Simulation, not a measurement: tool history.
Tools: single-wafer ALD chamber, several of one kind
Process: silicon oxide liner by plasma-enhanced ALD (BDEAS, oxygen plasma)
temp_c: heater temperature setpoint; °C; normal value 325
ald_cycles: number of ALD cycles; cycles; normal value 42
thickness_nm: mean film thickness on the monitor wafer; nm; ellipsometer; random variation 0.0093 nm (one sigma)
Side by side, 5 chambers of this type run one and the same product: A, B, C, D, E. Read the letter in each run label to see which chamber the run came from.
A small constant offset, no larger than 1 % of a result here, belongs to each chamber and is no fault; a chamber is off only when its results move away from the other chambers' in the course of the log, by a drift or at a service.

run   hour  temp_c  ald_cycles  hours since the last thermocouple change  read-back reference wafer on the same gauge, thickness_nm  thickness_nm
 1C   14.2     325          42                                     602.7                                                     3.3709        3.7552
 2D   21.9     325          42                                     330.9                                                     3.3713        3.7538
 3A   35.8     325          42                                     412.4                                                     3.3698        3.7523
 4B   44.7     325          42                                    1629.8                                                     3.3694        3.7641
 5E   53.6     325          42                                    1070.3                                                     3.3701         3.747
 6C     68     335          38                                     656.5                                                     3.3708        3.3467
 7D   78.9     335          38                                     387.9                                                     3.3687        3.3373
 8A   85.9     335          38                                     462.5                                                     3.3697        3.3471
 9E   97.5     335          38                                    1114.2                                                     3.3684        3.3444
10B  106.7     335          38                                    1691.8                                                     3.3712        3.3605
11E  113.9     325          42                                    1130.6                                                     3.3697        3.7519
12C    128     325          42                                     716.5                                                     3.3697        3.7677
13D  138.2     325          42                                     447.2                                                     3.3708        3.7467
14B  149.8     325          42                                    1734.9                                                     3.3698        3.7734
15A    159     339          42                                     535.6                                                     3.3706        3.6803
16E  167.5     339          42                                    1184.2                                                     3.3684         3.673
17C  181.2     339          42                                     769.7                                                     3.3711        3.6784
18B  188.2     339          42                                    1773.3                                                     3.3693        3.6948
19D    197     339          42                                       506                                                     3.3716        3.6561
20A  206.9     325          42                                     583.5                                                      3.369         3.743
21A  216.7     325          42                                     593.3                                                     3.3671        3.7489
22E  224.6     325          42                                    1241.3                                                     3.3718        3.7491
23D  236.6     325          42                                     545.6                                                     3.3696        3.7447
24C  251.3     319          48                                     839.8                                                     3.3702        4.3402
25B  262.5     319          48                                    1847.6                                                     3.3691        4.3508
26C  270.8     319          48                                     859.3                                                      3.369        4.3151
27D  277.7     319          48                                     586.7                                                     3.3715        4.3148
28B  287.9     319          48                                      1873                                                     3.3698        4.3372
29E  295.7     338          47                                    1312.4                                                     3.3676        4.1268
30A  307.4     338          47                                       684                                                     3.3669        4.1231
31D  317.7     338          47                                     626.7                                                     3.3704        4.1181
32B  328.5     338          47                                    1913.6                                                     3.3711        4.1281
33E  340.6     338          47                                    1357.3                                                     3.3676        4.1191
34A    350     325          42                                     726.6                                                     3.3693        3.7518
35C  361.4     338          42                                     949.9                                                     3.3711        3.6806
36C    374     338          42                                     962.5                                                      3.368        3.6948
37D  385.4     338          42                                     694.4                                                     3.3707        3.6903
38B  395.8     338          42                                    1980.9                                                      3.369         3.686
       397  -- chamber E: thermocouple changed; heater temperature recalibrated
39A  402.5     338          42                                     779.1                                                     3.3711        3.6753
40E  413.2     325          42                                      16.2                                                     3.3702        3.7428
41B    422     325          42                                    2007.1                                                     3.3704        3.7554
42C  432.6     325          42                                    1021.1                                                       3.37        3.7613
43D  446.8     325          42                                     755.8                                                     3.3688        3.7418
44A  454.1     325          42                                     830.7                                                     3.3716        3.7501

For the next run the whole fleet of 5 chambers uses the same settings. Give each chamber's results:
45A  464.9     325          42                                                                                                                  ?
45B  464.9     325          42                                                                                                                  ?
45C  464.9     325          42                                                                                                                  ?
45D  464.9     325          42                                                                                                                  ?
45E  464.9     325          42                                                                                                                  ?

run  thickness_nm
45A        3.7439
45B        3.7784
45C        3.7694
45D         3.766
45E        3.7462
